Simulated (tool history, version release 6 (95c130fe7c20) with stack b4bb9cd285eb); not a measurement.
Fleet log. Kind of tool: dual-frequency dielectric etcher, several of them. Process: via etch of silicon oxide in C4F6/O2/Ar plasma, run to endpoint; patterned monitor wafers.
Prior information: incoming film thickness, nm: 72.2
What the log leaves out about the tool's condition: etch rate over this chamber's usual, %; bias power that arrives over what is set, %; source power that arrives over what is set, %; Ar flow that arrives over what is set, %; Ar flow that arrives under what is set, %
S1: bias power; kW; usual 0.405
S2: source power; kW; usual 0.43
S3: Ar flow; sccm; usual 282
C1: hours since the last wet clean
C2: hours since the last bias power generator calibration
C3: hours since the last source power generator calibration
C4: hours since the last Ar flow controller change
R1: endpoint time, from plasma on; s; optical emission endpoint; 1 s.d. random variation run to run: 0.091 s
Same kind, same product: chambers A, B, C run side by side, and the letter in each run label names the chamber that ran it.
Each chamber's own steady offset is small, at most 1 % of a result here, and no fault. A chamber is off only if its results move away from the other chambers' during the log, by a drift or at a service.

run 1C hour=3.8 | S1=0.405 S2=0.43 S3=282 | C1=428.9 C2=533.1 C3=3800.8 C4=1010.9 | R1=16.472
run 2A hour=7.2 | S1=0.405 S2=0.43 S3=282 | C1=380.3 C2=727.6 C3=5185.7 C4=467.5 | R1=16.577
run 3B hour=10.2 | S1=0.405 S2=0.43 S3=282 | C1=155.9 C2=2272.6 C3=661.2 C4=243 | R1=16.728
run 4B hour=13 | S1=0.405 S2=0.43 S3=282 | C1=158.7 C2=2275.4 C3=664 C4=245.8 | R1=16.684
run 5C hour=16.1 | S1=0.405 S2=0.43 S3=282 | C1=441.2 C2=545.4 C3=3813.1 C4=1023.2 | R1=16.578
run 6A hour=18.4 | S1=0.405 S2=0.43 S3=282 | C1=391.5 C2=738.8 C3=5196.9 C4=478.7 | R1=16.664
run 7B hour=22.1 | S1=0.405 S2=0.43 S3=282 | C1=167.8 C2=2284.5 C3=673.1 C4=254.9 | R1=16.629
run 8C hour=26.1 | S1=0.405 S2=0.43 S3=282 | C1=451.2 C2=555.4 C3=3823.1 C4=1033.2 | R1=16.667
run 9A hour=30.3 | S1=0.405 S2=0.43 S3=282 | C1=403.4 C2=750.7 C3=5208.8 C4=490.6 | R1=16.589
run 10A hour=32.2 | S1=0.405 S2=0.43 S3=282 | C1=405.3 C2=752.6 C3=5210.7 C4=492.5 | R1=16.38
run 11C hour=35.1 | S1=0.405 S2=0.43 S3=282 | C1=460.2 C2=564.4 C3=3832.1 C4=1042.2 | R1=16.472
run 12B hour=39 | S1=0.405 S2=0.43 S3=282 | C1=184.7 C2=2301.4 C3=690 C4=271.8 | R1=16.532
run 13C hour=40.9 | S1=0.405 S2=0.43 S3=282 | C1=466 C2=570.2 C3=3837.9 C4=1048 | R1=16.502
run 14B hour=44 | S1=0.405 S2=0.43 S3=282 | C1=189.7 C2=2306.4 C3=695 C4=276.8 | R1=16.727
run 15A hour=48.2 | S1=0.405 S2=0.33 S3=319 | C1=421.3 C2=768.6 C3=5226.7 C4=508.5 | R1=18.417
run 16B hour=50.1 | S1=0.405 S2=0.33 S3=319 | C1=195.8 C2=2312.5 C3=701.1 C4=282.9 | R1=18.537
run 17C hour=52.1 | S1=0.405 S2=0.33 S3=319 | C1=477.2 C2=581.4 C3=3849.1 C4=1059.2 | R1=18.345
-- hour=52.7 chamber A: wet clean of the chamber
run 18A hour=55.2 | S1=0.405 S2=0.43 S3=282 | C1=2.6 C2=775.6 C3=5233.7 C4=515.5 | R1=16.563
run 19C hour=58.7 | S1=0.405 S2=0.43 S3=282 | C1=483.8 C2=588 C3=3855.7 C4=1065.8 | R1=16.564
run 20A hour=61.4 | S1=0.363 S2=0.43 S3=233 | C1=8.8 C2=781.8 C3=5239.9 C4=521.7 | R1=16.709
run 21B hour=63.7 | S1=0.363 S2=0.43 S3=233 | C1=209.4 C2=2326.1 C3=714.7 C4=296.5 | R1=17.072
run 22C hour=66.8 | S1=0.363 S2=0.43 S3=233 | C1=491.9 C2=596.1 C3=3863.8 C4=1073.9 | R1=16.949
-- hour=68.1 chamber C: wet clean of the chamber
run 23A hour=69.3 | S1=0.492 S2=0.43 S3=282 | C1=16.7 C2=789.7 C3=5247.8 C4=529.6 | R1=15.52
run 24B hour=71.6 | S1=0.492 S2=0.43 S3=282 | C1=217.3 C2=2334 C3=722.6 C4=304.4 | R1=15.416
run 25C hour=74.4 | S1=0.492 S2=0.43 S3=282 | C1=6.3 C2=603.7 C3=3871.4 C4=1081.5 | R1=15.242
run 26A hour=77.9 | S1=0.405 S2=0.43 S3=282 | C1=25.3 C2=798.3 C3=5256.4 C4=538.2 | R1=16.496
run 27B hour=80.3 | S1=0.405 S2=0.43 S3=282 | C1=226 C2=2342.7 C3=731.3 C4=313.1 | R1=16.693
run 28C hour=84.1 | S1=0.405 S2=0.37 S3=218 | C1=16 C2=613.4 C3=3881.1 C4=1091.2 | R1=17.072
run 29A hour=87.1 | S1=0.405 S2=0.37 S3=218 | C1=34.5 C2=807.5 C3=5265.6 C4=547.4 | R1=17.121

The same settings go to every chamber for the next run, one line per chamber below. Forecast the results for each:
run 30A hour=90.1 | S1=0.405 S2=0.43 S3=247 | R1=?
run 30B hour=90.1 | S1=0.405 S2=0.43 S3=247 | R1=?
run 30C hour=90.1 | S1=0.405 S2=0.43 S3=247 | R1=?

run=30A R1=16.267
run=30B R1=16.493
run=30C R1=16.123
